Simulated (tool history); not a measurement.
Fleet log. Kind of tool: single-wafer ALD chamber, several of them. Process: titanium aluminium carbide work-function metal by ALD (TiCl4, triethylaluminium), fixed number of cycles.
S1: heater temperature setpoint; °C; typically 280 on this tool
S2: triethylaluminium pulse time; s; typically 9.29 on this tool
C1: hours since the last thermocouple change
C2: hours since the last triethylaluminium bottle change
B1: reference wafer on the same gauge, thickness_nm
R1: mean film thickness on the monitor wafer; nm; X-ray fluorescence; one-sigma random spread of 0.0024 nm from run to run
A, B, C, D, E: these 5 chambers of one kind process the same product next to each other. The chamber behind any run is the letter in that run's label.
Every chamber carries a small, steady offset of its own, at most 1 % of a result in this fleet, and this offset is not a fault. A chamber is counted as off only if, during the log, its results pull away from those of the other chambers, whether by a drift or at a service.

{"run": "1C", "hour": 5.0, "S1": 280, "S2": 9.29, "C1": 828.8, "C2": 806.9, "B1": 1.5703, "R1": 1.8248}
{"run": "2D", "hour": 11.0, "S1": 280, "S2": 9.29, "C1": 391.9, "C2": 939.8, "B1": 1.5706, "R1": 1.8165}
{"run": "3B", "hour": 16.4, "S1": 280, "S2": 9.29, "C1": 2170.4, "C2": 739.5, "B1": 1.5708, "R1": 1.8055}
{"run": "4E", "hour": 22.7, "S1": 280, "S2": 9.29, "C1": 1812.8, "C2": 797.5, "B1": 1.5709, "R1": 1.7992}
{"run": "5A", "hour": 29.0, "S1": 280, "S2": 9.29, "C1": 646.9, "C2": 946.4, "B1": 1.5717, "R1": 1.8052}
{"run": "6B", "hour": 34.0, "S1": 280, "S2": 9.29, "C1": 2188.0, "C2": 757.1, "B1": 1.5717, "R1": 1.809}
{"run": "7E", "hour": 37.8, "S1": 271, "S2": 12.89, "C1": 1827.9, "C2": 812.6, "B1": 1.5723, "R1": 1.7802}
{"hour": 38.0, "done": "chamber B: triethylaluminium bottle replaced"}
{"run": "8C", "hour": 42.3, "S1": 271, "S2": 12.89, "C1": 866.1, "C2": 844.2, "B1": 1.572, "R1": 1.8073}
{"run": "9D", "hour": 45.6, "S1": 271, "S2": 12.89, "C1": 426.5, "C2": 974.4, "B1": 1.572, "R1": 1.7931}
{"run": "10A", "hour": 50.3, "S1": 271, "S2": 12.89, "C1": 668.2, "C2": 967.7, "B1": 1.5726, "R1": 1.7814}
{"run": "11E", "hour": 56.7, "S1": 271, "S2": 12.89, "C1": 1846.8, "C2": 831.5, "B1": 1.5731, "R1": 1.7785}
{"run": "12B", "hour": 61.3, "S1": 280, "S2": 9.29, "C1": 2215.3, "C2": 23.3, "B1": 1.5729, "R1": 1.8085}
{"run": "13D", "hour": 64.6, "S1": 294, "S2": 6.71, "C1": 445.5, "C2": 993.4, "B1": 1.573, "R1": 1.8137}
{"run": "14A", "hour": 68.7, "S1": 294, "S2": 6.71, "C1": 686.6, "C2": 986.1, "B1": 1.5734, "R1": 1.8035}
{"run": "15C", "hour": 74.1, "S1": 294, "S2": 6.71, "C1": 897.9, "C2": 876.0, "B1": 1.5731, "R1": 1.8259}
{"run": "16C", "hour": 80.1, "S1": 294, "S2": 6.71, "C1": 903.9, "C2": 882.0, "B1": 1.5742, "R1": 1.8284}
{"run": "17E", "hour": 83.8, "S1": 294, "S2": 6.71, "C1": 1873.9, "C2": 858.6, "B1": 1.5736, "R1": 1.8032}
{"run": "18D", "hour": 88.0, "S1": 280, "S2": 9.29, "C1": 468.9, "C2": 1016.8, "B1": 1.5746, "R1": 1.8174}
{"run": "19B", "hour": 91.9, "S1": 280, "S2": 9.29, "C1": 2245.9, "C2": 53.9, "B1": 1.5745, "R1": 1.8118}
{"run": "20A", "hour": 97.1, "S1": 280, "S2": 9.29, "C1": 715.0, "C2": 1014.5, "B1": 1.5749, "R1": 1.8043}
{"run": "21A", "hour": 102.7, "S1": 280, "S2": 9.29, "C1": 720.6, "C2": 1020.1, "B1": 1.5751, "R1": 1.8061}
{"run": "22B", "hour": 108.1, "S1": 280, "S2": 9.29, "C1": 2262.1, "C2": 70.1, "B1": 1.5752, "R1": 1.8147}
{"run": "23D", "hour": 112.6, "S1": 280, "S2": 9.29, "C1": 493.5, "C2": 1041.4, "B1": 1.5749, "R1": 1.8157}
{"run": "24E", "hour": 116.2, "S1": 280, "S2": 9.29, "C1": 1906.3, "C2": 891.0, "B1": 1.5758, "R1": 1.8029}
{"run": "25C", "hour": 119.3, "S1": 280, "S2": 9.29, "C1": 943.1, "C2": 921.2, "B1": 1.576, "R1": 1.8276}
{"run": "26A", "hour": 122.6, "S1": 280, "S2": 9.29, "C1": 740.5, "C2": 1040.0, "B1": 1.5754, "R1": 1.8095}
{"hour": 124.4, "done": "chamber D: triethylaluminium bottle replaced"}
{"run": "27B", "hour": 128.4, "S1": 280, "S2": 9.29, "C1": 2282.4, "C2": 90.4, "B1": 1.5757, "R1": 1.8133}
{"run": "28E", "hour": 133.0, "S1": 280, "S2": 9.29, "C1": 1923.1, "C2": 907.8, "B1": 1.5767, "R1": 1.8053}
{"run": "29C", "hour": 138.4, "S1": 280, "S2": 9.29, "C1": 962.2, "C2": 940.3, "B1": 1.5768, "R1": 1.831}
{"run": "30D", "hour": 142.9, "S1": 290, "S2": 9.29, "C1": 523.8, "C2": 18.6, "B1": 1.5766, "R1": 1.91}
{"run": "31C", "hour": 148.5, "S1": 290, "S2": 9.29, "C1": 972.3, "C2": 950.4, "B1": 1.577, "R1": 1.9167}
{"run": "32E", "hour": 153.7, "S1": 290, "S2": 9.29, "C1": 1943.8, "C2": 928.5, "B1": 1.5771, "R1": 1.8927}
{"run": "33A", "hour": 157.1, "S1": 290, "S2": 9.29, "C1": 775.0, "C2": 1074.5, "B1": 1.5777, "R1": 1.8897}
{"run": "34D", "hour": 160.7, "S1": 290, "S2": 9.29, "C1": 541.6, "C2": 36.4, "B1": 1.5773, "R1": 1.9086}
{"run": "35B", "hour": 166.5, "S1": 280, "S2": 9.29, "C1": 2320.5, "C2": 128.5, "B1": 1.578, "R1": 1.8162}
{"run": "36B", "hour": 171.1, "S1": 280, "S2": 9.29, "C1": 2325.1, "C2": 133.1, "B1": 1.5782, "R1": 1.8196}

One chamber off, gauge drift, or nothing amiss beyond the chambers' own small offsets? If it is a chamber, which one, and what is the likeliest cause?

Every chamber seems to shift together because the gauge that measures them all drifts; the chambers themselves are fine.
Cause: gauge reads high (%) = 0.541.
